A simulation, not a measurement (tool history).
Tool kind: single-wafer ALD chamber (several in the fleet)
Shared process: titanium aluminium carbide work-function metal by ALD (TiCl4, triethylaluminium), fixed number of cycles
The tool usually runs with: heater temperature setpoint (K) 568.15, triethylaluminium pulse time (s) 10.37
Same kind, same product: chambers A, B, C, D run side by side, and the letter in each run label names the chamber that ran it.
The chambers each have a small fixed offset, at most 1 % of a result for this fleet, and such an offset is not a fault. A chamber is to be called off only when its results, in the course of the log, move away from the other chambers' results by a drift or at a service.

| run | hour | heater temperature setpoint (K) | triethylaluminium pulse time (s) | hours since the last thermocouple change | hours since the last triethylaluminium bottle change | read-back reference wafer on the same gauge, thickness_nm | mean film thickness on the monitor wafer (Å) |
|---|---|---|---|---|---|---|---|
| 1D | 4.8 | 568.15 | 10.37 | 1065.9 | 168.4 | 1.5794 | 19.601 |
| 2B | 9.8 | 568.15 | 10.37 | 628.2 | 1151.1 | 1.5799 | 19.601 |
| 3C | 13.3 | 568.15 | 10.37 | 2750.3 | 145.8 | 1.5800 | 19.750 |
| 4A | 18.7 | 568.15 | 10.37 | 1709.0 | 360.4 | 1.5808 | 19.448 |
| 5D | 22.7 | 568.15 | 10.37 | 1083.8 | 186.3 | 1.5812 | 19.657 |
| 6C | 26.1 | 568.15 | 10.37 | 2763.1 | 158.6 | 1.5813 | 19.628 |
| 7B | 29.3 | 568.15 | 10.37 | 647.7 | 1170.6 | 1.5824 | 19.655 |
| 8A | 32.3 | 568.15 | 10.37 | 1722.6 | 374.0 | 1.5795 | 19.415 |
| 9C | 36.5 | 568.15 | 10.37 | 2773.5 | 169.0 | 1.5793 | 19.939 |
| 10D | 41.5 | 568.15 | 10.37 | 1102.6 | 205.1 | 1.5791 | 19.451 |
| 11B | 47.0 | 568.15 | 10.37 | 665.4 | 1188.3 | 1.5783 | 19.724 |
| 12A | 52.4 | 568.15 | 10.37 | 1742.7 | 394.1 | 1.5803 | 19.319 |
| 13C | 57.7 | 568.15 | 10.37 | 2794.7 | 190.2 | 1.5791 | 19.810 |
| 14D | 61.6 | 568.15 | 10.37 | 1122.7 | 225.2 | 1.5810 | 19.473 |
|  | 66.0 | chamber C: thermocouple changed; heater temperature recalibrated |
| 15A | 66.3 | 568.15 | 10.37 | 1756.6 | 408.0 | 1.5799 | 19.694 |
| 16B | 69.3 | 568.15 | 10.37 | 687.7 | 1210.6 | 1.5796 | 19.548 |
| 17D | 73.6 | 568.15 | 10.37 | 1134.7 | 237.2 | 1.5801 | 19.506 |
| 18B | 76.8 | 568.15 | 10.37 | 695.2 | 1218.1 | 1.5792 | 19.569 |
| 19C | 81.7 | 568.15 | 10.37 | 15.7 | 214.2 | 1.5800 | 20.057 |
| 20A | 85.9 | 568.15 | 10.37 | 1776.2 | 427.6 | 1.5783 | 19.410 |
| 21C | 89.4 | 568.15 | 10.37 | 23.4 | 221.9 | 1.5795 | 20.201 |
| 22A | 92.1 | 568.15 | 10.37 | 1782.4 | 433.8 | 1.5792 | 19.386 |
| 23D | 96.4 | 568.15 | 10.37 | 1157.5 | 260.0 | 1.5805 | 19.391 |
| 24B | 101.4 | 568.15 | 10.37 | 719.8 | 1242.7 | 1.5783 | 19.538 |
| 25A | 106.5 | 561.15 | 7.43 | 1796.8 | 448.2 | 1.5801 | 17.897 |
| 26C | 111.1 | 561.15 | 7.43 | 45.1 | 243.6 | 1.5807 | 18.672 |
| 27D | 113.7 | 561.15 | 7.43 | 1174.8 | 277.3 | 1.5805 | 18.022 |
| 28B | 116.6 | 561.15 | 7.43 | 735.0 | 1257.9 | 1.5819 | 18.027 |
| 29A | 120.3 | 568.15 | 14.30 | 1810.6 | 462.0 | 1.5821 | 19.869 |
| 30D | 123.2 | 568.15 | 14.30 | 1184.3 | 286.8 | 1.5800 | 19.972 |
| 31B | 128.6 | 568.15 | 14.30 | 747.0 | 1269.9 | 1.5792 | 20.026 |
| 32C | 133.4 | 568.15 | 14.30 | 67.4 | 265.9 | 1.5785 | 20.676 |
| 33A | 136.9 | 568.15 | 10.37 | 1827.2 | 478.6 | 1.5803 | 19.535 |

Decide between three cases: one chamber stands off from its peers, the gauge reading all wafers drifts, or nothing is wrong past each chamber's small offset. Where a chamber is off, say which and what most likely put it there.

Chamber C came out of a service off from its peers and stayed that way.
Most likely cause: wafer temperature above the value expected at the setpoint (K) = 5.16.

Below are 4 candidate recipes for chamber C's next run, each the usual settings with a change, their results shown as question marks. Which of them brings C's results back in line with what the other chambers give on the usual settings?
Counts as in line when no further than this from what the other chambers average on the usual settings: mean film thickness on the monitor wafer (Å) 0.280
| 34C-1 | 140.9 | 553.15 | 10.37 |  |  |  | ? |
| 34C-2 | 140.9 | 583.15 | 10.37 |  |  |  | ? |
| 34C-3 | 140.9 | 560.15 | 10.37 |  |  |  | ? |
| 34C-4 | 140.9 | 574.15 | 11.37 |  |  |  | ? |

The other chambers' mean on the usual settings: mean film thickness on the monitor wafer (Å) 19.539
| run | mean film thickness on the monitor wafer (Å) |
|---|---|
| 34C-1 | 18.953 |
| 34C-2 | 21.633 |
| 34C-3 | 19.572 |
| 34C-4 | 20.994 |
34C-3 puts the chamber back in line with the other chambers.
